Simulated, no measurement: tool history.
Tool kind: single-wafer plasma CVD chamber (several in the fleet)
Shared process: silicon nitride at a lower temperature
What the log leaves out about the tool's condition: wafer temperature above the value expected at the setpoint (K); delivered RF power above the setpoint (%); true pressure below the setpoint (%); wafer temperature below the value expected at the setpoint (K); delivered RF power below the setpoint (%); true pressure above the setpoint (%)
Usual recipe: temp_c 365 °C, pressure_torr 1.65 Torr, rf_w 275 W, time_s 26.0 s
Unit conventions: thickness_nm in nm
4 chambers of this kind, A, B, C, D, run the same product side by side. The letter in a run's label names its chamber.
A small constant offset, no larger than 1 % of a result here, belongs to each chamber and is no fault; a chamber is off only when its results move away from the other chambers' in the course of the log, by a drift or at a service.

| run | day | temp_c | pressure_torr | rf_w | time_s | hours since the last thermocouple change | hours since the last RF generator calibration | hours since the last manometer calibration | read-back reference wafer on the same gauge, thickness_nm | thickness_nm |
|---|---|---|---|---|---|---|---|---|---|---|
| 1D | 0.354 | 365 | 1.65 | 275 | 26.0 | 710.4 | 1063.3 | 288.8 | 26.180 | 28.831 |
| 2C | 0.850 | 365 | 1.65 | 275 | 26.0 | 880.8 | 210.1 | 1084.5 | 26.176 | 28.803 |
| 3A | 1.267 | 365 | 1.65 | 275 | 26.0 | 794.2 | 957.1 | 690.5 | 26.197 | 28.834 |
| 4B | 1.700 | 365 | 1.65 | 275 | 26.0 | 2016.3 | 707.1 | 808.7 | 26.204 | 28.495 |
| 5D | 2.229 | 365 | 1.65 | 275 | 26.0 | 755.4 | 1108.3 | 333.8 | 26.198 | 28.425 |
| 6C | 2.688 | 365 | 1.65 | 275 | 26.0 | 924.9 | 254.2 | 1128.6 | 26.199 | 29.069 |
| 7A | 3.192 | 365 | 1.65 | 275 | 26.0 | 840.4 | 1003.3 | 736.7 | 26.221 | 28.932 |
| 8B | 3.617 | 365 | 1.65 | 275 | 22.0 | 2062.3 | 753.1 | 854.7 | 26.192 | 23.816 |
| 9D | 4.142 | 365 | 1.65 | 275 | 22.0 | 801.3 | 1154.2 | 379.7 | 26.196 | 24.060 |
| 10B | 4.600 | 365 | 1.65 | 275 | 22.0 | 2085.9 | 776.7 | 878.3 | 26.191 | 23.663 |
| 11C | 4.967 | 365 | 1.65 | 275 | 22.0 | 979.6 | 308.9 | 1183.3 | 26.213 | 24.476 |
| 12A | 5.446 | 365 | 1.65 | 275 | 26.0 | 894.5 | 1057.4 | 790.8 | 26.206 | 28.831 |
| 13D | 5.825 | 365 | 1.65 | 275 | 26.0 | 841.7 | 1194.6 | 420.1 | 26.198 | 28.493 |
| 14C | 6.062 | 365 | 1.65 | 275 | 26.0 | 1005.9 | 335.2 | 1209.6 | 26.220 | 28.752 |
| 15A | 6.312 | 365 | 1.83 | 275 | 29.7 | 915.3 | 1078.2 | 811.6 | 26.204 | 34.120 |
| 16B | 6.688 | 365 | 1.83 | 275 | 29.7 | 2136.0 | 826.8 | 928.4 | 26.170 | 32.673 |
| 17B | 7.133 | 365 | 1.83 | 275 | 29.7 | 2146.7 | 837.5 | 939.1 | 26.199 | 32.402 |
| 18D | 7.375 | 365 | 1.83 | 275 | 29.7 | 878.9 | 1231.8 | 457.3 | 26.161 | 33.618 |
| 19C | 7.838 | 365 | 1.65 | 275 | 26.0 | 1048.5 | 377.8 | 1252.2 | 26.224 | 28.746 |
| 20A | 8.262 | 365 | 1.65 | 275 | 26.0 | 962.1 | 1125.0 | 858.4 | 26.160 | 28.794 |
| 21B | 8.658 | 365 | 1.65 | 275 | 26.0 | 2183.3 | 874.1 | 975.7 | 26.201 | 27.365 |
| 22A | 8.958 | 365 | 1.65 | 275 | 26.0 | 978.8 | 1141.7 | 875.1 | 26.216 | 29.029 |
|  | 9.062 | chamber C: thermocouple changed; heater temperature recalibrated |
| 23C | 9.267 | 365 | 1.65 | 275 | 26.0 | 5.0 | 412.1 | 1286.5 | 26.197 | 28.871 |
| 24D | 9.583 | 365 | 1.65 | 275 | 26.0 | 931.9 | 1284.8 | 510.3 | 26.221 | 28.451 |
| 25D | 9.900 | 351 | 1.65 | 275 | 26.0 | 939.5 | 1292.4 | 517.9 | 26.179 | 28.928 |
| 26B | 10.175 | 351 | 1.65 | 275 | 26.0 | 2219.7 | 910.5 | 1012.1 | 26.187 | 27.120 |

One chamber off, gauge drift, or nothing amiss beyond the chambers' own small offsets? If it is a chamber, which one, and what is the likeliest cause?

Chamber B drifts away from the others.
What lies behind it: delivered RF power below the setpoint (%) = 8.33.

Chamber B could run next with any of the 4 candidate recipes listed below; each alters the usual settings, and their results appear as question marks. Which one brings its results back in line with what the other chambers deliver on the usual settings?
In line means no further than this from the other chambers' mean on the usual settings: thickness_nm 0.460 nm
| 27B-1 | 10.558 | 365 | 1.65 | 275 | 29.3 |  |  |  |  | ? |
| 27B-2 | 10.558 | 365 | 1.61 | 275 | 24.6 |  |  |  |  | ? |
| 27B-3 | 10.558 | 365 | 1.65 | 275 | 23.1 |  |  |  |  | ? |
| 27B-4 | 10.558 | 365 | 1.65 | 300 | 26.0 |  |  |  |  | ? |

On the usual settings, the other chambers give on average: thickness_nm 28.775 nm
| run | thickness_nm |
|---|---|
| 27B-1 | 30.495 |
| 27B-2 | 25.436 |
| 27B-3 | 24.055 |
| 27B-4 | 28.775 |
27B-4 brings the chamber back in line.
